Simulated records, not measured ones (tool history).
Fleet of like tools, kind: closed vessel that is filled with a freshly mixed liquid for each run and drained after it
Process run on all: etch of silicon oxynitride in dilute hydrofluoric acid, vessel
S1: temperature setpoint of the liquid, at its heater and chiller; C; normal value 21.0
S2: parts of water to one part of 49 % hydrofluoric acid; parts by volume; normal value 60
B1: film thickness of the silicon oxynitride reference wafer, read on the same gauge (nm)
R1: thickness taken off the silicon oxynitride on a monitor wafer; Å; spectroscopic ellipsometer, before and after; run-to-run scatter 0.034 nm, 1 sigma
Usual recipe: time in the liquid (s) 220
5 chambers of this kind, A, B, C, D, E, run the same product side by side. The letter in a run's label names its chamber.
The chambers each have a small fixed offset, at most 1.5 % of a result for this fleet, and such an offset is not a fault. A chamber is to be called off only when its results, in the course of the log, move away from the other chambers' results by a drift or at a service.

Run 1E, hour 7.7: usual settings; B1 130.02. Result: R1 50.003 Å.
At hour 9.6: chamber C: hydrofluoric acid flow meter replaced.
Run 2A, hour 19.0: usual settings; B1 130.00. Result: R1 49.395 Å.
Run 3B, hour 32.3: usual settings; B1 129.99. Result: R1 50.403 Å.
Run 4C, hour 42.5: usual settings; B1 130.01. Result: R1 48.908 Å.
At hour 55.3: chamber E: hydrofluoric acid flow meter replaced.
Run 5D, hour 56.6: usual settings; B1 130.00. Result: R1 49.759 Å.
Run 6B, hour 63.2: usual settings; B1 130.03. Result: R1 50.211 Å.
Run 7E, hour 69.9: usual settings; B1 129.98. Result: R1 49.326 Å.
Run 8C, hour 81.0: usual settings; B1 130.01. Result: R1 49.015 Å.
Run 9D, hour 92.6: usual settings; B1 130.01. Result: R1 49.103 Å.
Run 10A, hour 106.8: usual settings; B1 130.00. Result: R1 49.238 Å.
Run 11D, hour 113.6: usual settings; B1 129.99. Result: R1 49.340 Å.
At hour 122.4: chamber B: hydrofluoric acid flow meter replaced.
Run 12A, hour 127.9: usual settings but time in the liquid (s) 345; B1 130.00. Result: R1 77.321 Å.
Run 13C, hour 135.5: usual settings but time in the liquid (s) 345; B1 130.01. Result: R1 76.914 Å.
Run 14B, hour 149.1: usual settings but time in the liquid (s) 345; B1 129.98. Result: R1 78.380 Å.
Run 15E, hour 161.2: usual settings but time in the liquid (s) 345; B1 130.02. Result: R1 77.959 Å.
Run 16E, hour 169.1: usual settings but time in the liquid (s) 345; B1 130.03. Result: R1 78.418 Å.
Run 17B, hour 182.2: usual settings; B1 129.97. Result: R1 50.438 Å.
Run 18A, hour 193.8: usual settings; B1 130.01. Result: R1 49.423 Å.
Run 19D, hour 203.6: usual settings; B1 130.04. Result: R1 49.278 Å.
Run 20C, hour 218.8: usual settings; B1 130.00. Result: R1 49.047 Å.
Run 21D, hour 228.9: usual settings; B1 129.99. Result: R1 49.301 Å.
Run 22B, hour 236.8: usual settings; B1 130.03. Result: R1 50.013 Å.
Run 23A, hour 247.3: usual settings; B1 130.00. Result: R1 49.678 Å.
Run 24E, hour 256.1: usual settings; B1 130.02. Result: R1 49.628 Å.
Run 25C, hour 266.1: usual settings; B1 129.98. Result: R1 49.645 Å.
Run 26A, hour 278.0: usual settings; B1 129.98. Result: R1 49.991 Å.
Run 27C, hour 290.1: usual settings; B1 130.01. Result: R1 49.197 Å.
Run 28E, hour 299.4: usual settings but S1 17.5 C, time in the liquid (s) 150; B1 130.01. Result: R1 28.293 Å.
Run 29D, hour 313.0: usual settings but S1 17.5 C, time in the liquid (s) 150; B1 129.98. Result: R1 28.343 Å.
Run 30B, hour 324.7: usual settings but S1 17.5 C, time in the liquid (s) 150; B1 129.99. Result: R1 28.432 Å.
Run 31C, hour 334.8: usual settings but S1 17.5 C, time in the liquid (s) 150; B1 130.04. Result: R1 27.779 Å.

Is one chamber off against the others, does the gauge drift, or is nothing wrong? If a chamber is off, say which, and what the likeliest cause is.

Nothing is wrong: each chamber keeps only its own small, steady offset and the gauge holds still.

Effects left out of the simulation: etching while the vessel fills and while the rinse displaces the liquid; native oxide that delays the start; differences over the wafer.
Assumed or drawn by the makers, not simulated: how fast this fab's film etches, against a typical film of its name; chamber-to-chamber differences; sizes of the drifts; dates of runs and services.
